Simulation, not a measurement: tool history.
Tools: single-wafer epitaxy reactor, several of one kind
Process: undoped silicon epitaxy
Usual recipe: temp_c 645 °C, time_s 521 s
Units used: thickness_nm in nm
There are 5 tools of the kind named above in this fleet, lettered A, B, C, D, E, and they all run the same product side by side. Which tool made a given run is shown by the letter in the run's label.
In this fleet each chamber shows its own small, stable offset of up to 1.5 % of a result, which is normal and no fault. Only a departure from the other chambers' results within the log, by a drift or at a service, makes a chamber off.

run	hour	temp_c	time_s	hours since the last pyrometer calibration	read-back reference wafer on the same gauge, thickness_nm	thickness_nm
1C	7	645	521	2322.2	67.839	79.224
2B	11.6	645	521	401.9	67.892	77.75
3E	16.6	645	521	2102.4	67.892	77.578
4A	24.2	645	521	1761	67.899	79.369
5D	30.5	645	521	429.7	67.959	78.911
6E	35.7	645	521	2121.5	67.902	77.508
7A	40.5	645	521	1777.3	67.854	79.34
8C	45.7	645	521	2360.9	67.902	79.455
9B	51.3	645	521	441.6	67.931	78.442
10D	58.6	645	521	457.8	67.878	78.939
11D	66.6	645	521	465.8	67.886	78.516
# hour 67.1: chamber A: pyrometer calibrated
12E	72.3	645	521	2158.1	67.909	77.301
13A	76	645	521	8.9	67.975	80.761
14B	80.2	645	521	470.5	67.871	77.92
15C	85.8	645	521	2401	67.911	78.772
16C	92.6	645	521	2407.8	67.91	79.182
17D	98.8	645	521	498	67.894	78.498
18B	106.9	645	521	497.2	67.877	77.998
19E	114.8	640	521	2200.6	67.965	69.606
20A	118.6	640	521	51.5	67.862	71.833
21D	125.8	640	521	525	67.9	70.963
22A	131.1	640	521	64	67.889	72.263
23B	138	640	521	528.3	67.938	70.239
24C	141.8	645	521	2457	67.895	78.976
25E	146.7	645	521	2232.5	67.941	77.542
26A	150.8	645	521	83.7	67.86	80.281
27B	155.3	645	521	545.6	67.852	77.476
28C	163.4	645	521	2478.6	67.864	79.234
29D	170.8	634	521	570	67.944	61.707
30E	174.6	634	521	2260.4	67.874	60.619
31D	181.4	634	521	580.6	67.846	61.723
32A	186.5	634	521	119.4	67.937	63.131
33C	193.5	634	521	2508.7	67.866	61.653
34B	198.7	645	521	589	67.861	78.025
35E	204.4	645	521	2290.2	67.897	77.134

Decide between three cases: one chamber stands off from its peers, the gauge reading all wafers drifts, or nothing is wrong past each chamber's small offset. Where a chamber is off, say which and what most likely put it there.

Chamber A came out of a service off from its peers and stayed that way.
Likeliest cause: wafer temperature above the value expected at the setpoint (K) = 0.797.

Which of the 4 candidates below, each the usual settings with something changed and its results left as question marks, puts chamber A back in line with what the other chambers give on the usual settings?
A result is in line if it is within this distance of the other chambers' mean on the usual settings: thickness_nm 0.86 nm
36A-1	210.3	645	527			?
36A-2	210.3	644	517			?
36A-3	210.3	646	525			?
36A-4	210.3	645	515			?

Mean of the other chambers on the usual settings: thickness_nm 78.29 nm
run	thickness_nm
36A-1	81.614
36A-2	78.3
36A-3	83.134
36A-4	79.756
36A-2 brings the chamber back in line.
